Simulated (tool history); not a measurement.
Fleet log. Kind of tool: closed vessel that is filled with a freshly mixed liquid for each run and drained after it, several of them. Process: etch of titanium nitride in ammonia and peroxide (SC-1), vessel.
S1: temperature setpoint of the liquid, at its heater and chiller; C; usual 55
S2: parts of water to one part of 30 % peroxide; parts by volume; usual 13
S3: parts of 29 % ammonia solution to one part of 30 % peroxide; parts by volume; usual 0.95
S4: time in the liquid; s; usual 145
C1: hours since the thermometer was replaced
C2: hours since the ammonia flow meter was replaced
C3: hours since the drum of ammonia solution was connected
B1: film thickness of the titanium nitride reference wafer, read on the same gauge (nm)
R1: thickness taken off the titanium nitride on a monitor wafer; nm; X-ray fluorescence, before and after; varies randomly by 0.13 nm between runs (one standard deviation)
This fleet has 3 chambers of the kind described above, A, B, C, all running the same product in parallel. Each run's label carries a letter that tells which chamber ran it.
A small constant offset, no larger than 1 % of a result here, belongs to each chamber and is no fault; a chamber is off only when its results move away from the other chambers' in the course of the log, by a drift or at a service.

run	day	S1	S2	S3	S4	C1	C2	C3	B1	R1
# day 0.117: chamber B: new drum of ammonia solution connected
1A	0.2	55	13	0.95	145	253.4	1218.9	12.3	69.994	13.608
2B	0.479	55	13	0.95	145	51.3	739.9	8.7	69.987	13.559
3C	0.712	55	13	0.95	145	1484	740.2	467.3	70	13.374
4B	0.871	55	13	0.95	145	60.7	749.3	18.1	69.966	13.577
5A	1.092	55	13	0.95	145	274.8	1240.3	33.7	70.015	13.3
6C	1.317	55	13	0.95	145	1498.5	754.7	481.8	70.008	13.188
# day 1.567: chamber C: new drum of ammonia solution connected
7B	1.588	55	13	0.95	145	77.9	766.5	35.3	69.986	13.545
8A	1.862	64.5	7.5	0.95	145	293.3	1258.8	52.2	69.961	32.796
9C	2.117	64.5	7.5	0.95	145	1517.7	773.9	13.3	69.979	32.242
10A	2.288	64.5	7.5	0.95	145	303.5	1269	62.4	69.982	32.105
11B	2.433	55	13	0.95	145	98.2	786.8	55.6	69.989	13.423
12C	2.612	55	13	0.95	145	1529.6	785.8	25.2	69.99	13.222
13C	2.875	55	13	0.95	145	1535.9	792.1	31.5	70.004	13.362
14A	3.121	55	13	0.95	145	323.5	1289	82.4	70.006	13.366
15B	3.396	55	13	0.95	145	121.3	809.9	78.7	69.967	13.435
16C	3.621	55	13	0.95	145	1553.8	810	49.4	70.014	13.386
17B	3.908	55	13	0.95	145	133.6	822.2	91	70.017	13.44
18A	4.133	55	13	0.95	145	347.8	1313.3	106.7	70.001	13.303
19A	4.262	55	13	0.95	145	350.9	1316.4	109.8	70.018	13.176
20C	4.542	55	13	0.95	145	1575.9	832.1	71.5	70.017	13.07
21B	4.796	55	13	0.95	145	154.9	843.5	112.3	69.98	13.634
22C	4.946	55	13	0.95	145	1585.6	841.8	81.2	70.027	13.519
23A	5.167	55	13	0.95	145	372.6	1338.1	131.5	69.988	13.303
24B	5.438	55	13	0.95	145	170.3	858.9	127.7	70.023	13.447
25B	5.7	55	13	0.95	145	176.6	865.2	134	70.01	13.204
26A	5.967	55	13	0.95	145	391.8	1357.3	150.7	69.98	12.718
27C	6.183	55	13	0.95	145	1615.3	871.5	110.9	69.999	13.359
28B	6.371	55	13	0.95	145	192.7	881.3	150.1	70.004	13.434
29A	6.525	55	13	0.95	145	405.2	1370.7	164.1	70.023	12.38
30C	6.775	55	13	0.95	145	1629.5	885.7	125.1	70	13.282
31B	6.904	55	13	0.95	145	205.5	894.1	162.9	69.993	13.457
32A	7.096	55	13	0.95	145	418.9	1384.4	177.8	70.036	12.524
33C	7.379	55	13	0.95	145	1644	900.2	139.6	70.001	13.26
34B	7.642	55	13	0.95	145	223.2	911.8	180.6	69.992	13.61
35C	7.771	55	16	0.95	85	1653.4	909.6	149	70.017	6.9505
36A	7.904	55	16	0.95	85	438.3	1403.8	197.2	70.019	6.4804
37C	8.042	55	16	0.95	85	1659.9	916.1	155.5	70.004	7.0202
38B	8.312	55	15.5	0.6	145	239.3	927.9	196.7	69.986	11.05
39A	8.579	55	15.5	0.6	145	454.5	1420	213.4	70.006	10.157
40A	8.817	55	15.5	0.6	145	460.2	1425.7	219.1	69.999	10.167
41C	8.996	55	13	0.95	145	1682.8	939	178.4	70.024	13.251
42B	9.229	55	13	0.95	145	261.3	949.9	218.7	70.009	13.518

Does one chamber stand apart from the rest, does the shared gauge drift, or is all well apart from small per-chamber offsets? Give the chamber and the most likely cause, where there is one.

It is chamber A that slowly wanders off from its peers.
Likeliest cause: liquid colder than its thermometer reads (K) = 1.87.

Here are 4 candidates for chamber A's next run, each the usual settings with a change, their results left as question marks. Which one brings its results back in line with what the others give on the usual settings?
Allowed miss from the other chambers' usual-settings mean, per result, to count as in line: R1 0.44 nm
43A-1	9.438	57	13	0.95	145					?
43A-2	9.438	56	13	0.95	145					?
43A-3	9.438	54.5	13	0.95	140					?
43A-4	9.438	55	16.5	0.95	145					?

What the other chambers average on the usual settings: R1 13.371 nm
run	R1
43A-1	13.535
43A-2	12.665
43A-3	11.054
43A-4	10.451
The answer is 43A-1, which returns the chamber to within the allowed miss of the others.
